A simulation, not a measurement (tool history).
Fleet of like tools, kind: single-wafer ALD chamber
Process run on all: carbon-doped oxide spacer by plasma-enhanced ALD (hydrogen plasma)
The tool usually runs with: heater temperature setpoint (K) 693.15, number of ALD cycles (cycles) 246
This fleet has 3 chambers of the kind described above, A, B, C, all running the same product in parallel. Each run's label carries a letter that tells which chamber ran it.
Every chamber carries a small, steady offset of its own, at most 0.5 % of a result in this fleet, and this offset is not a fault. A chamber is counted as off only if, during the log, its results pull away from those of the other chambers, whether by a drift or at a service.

run,day,heater temperature setpoint (K),number of ALD cycles (cycles),"read-back reference wafer on the same gauge, thickness_nm",mean film thickness on the monitor wafer (Å)
1C,0.362,693.15,246,9.3014,115.85
2B,0.825,693.15,246,9.3070,115.92
3A,1.388,693.15,246,9.3016,115.40
4C,1.979,693.15,246,9.3059,116.14
5B,2.254,693.15,246,9.3077,115.85
6A,2.892,693.15,246,9.3098,115.46
7B,3.488,693.15,246,9.3093,116.00
8A,3.779,693.15,246,9.3149,115.42
9C,4.379,693.15,246,9.3135,116.15
10C,4.779,693.15,246,9.3130,116.30
11B,5.238,693.15,246,9.3197,115.87
12A,5.746,693.15,246,9.3180,115.43
13B,6.158,693.15,246,9.3173,115.94
14C,6.742,693.15,246,9.3192,116.17
15A,7.042,693.15,246,9.3208,115.63
16A,7.662,693.15,246,9.3232,115.65
17B,8.096,693.15,246,9.3228,116.29
18C,8.704,693.15,246,9.3295,116.45
# day 9.100: chamber A: thermocouple changed; heater temperature recalibrated
19A,9.212,693.15,246,9.3290,115.78
20C,9.800,693.15,246,9.3327,116.20
21B,10.388,693.15,246,9.3360,116.14
22B,10.821,693.15,246,9.3364,116.12
23C,11.446,693.15,246,9.3388,116.41
24A,11.862,693.15,246,9.3393,116.30
25A,12.467,693.15,246,9.3393,116.26
26B,13.054,693.15,246,9.3451,116.29
27C,13.588,693.15,246,9.3431,116.81
28C,13.938,693.15,246,9.3440,116.59
# day 14.383: chamber B: thermocouple changed; heater temperature recalibrated
29A,14.546,693.15,246,9.3474,116.17
30B,15.038,693.15,246,9.3486,116.65
31B,15.446,693.15,246,9.3468,116.39
32C,15.838,679.15,246,9.3520,122.03
33A,16.338,679.15,246,9.3514,121.29
34B,16.962,679.15,246,9.3540,121.89

Each of the 3 chambers runs these same settings next. Fill in every chamber's results:
35A,17.417,693.15,246,,?
35B,17.417,693.15,246,,?
35C,17.417,693.15,246,,?

run,mean film thickness on the monitor wafer (Å)
35A,116.06
35B,116.41
35C,116.87
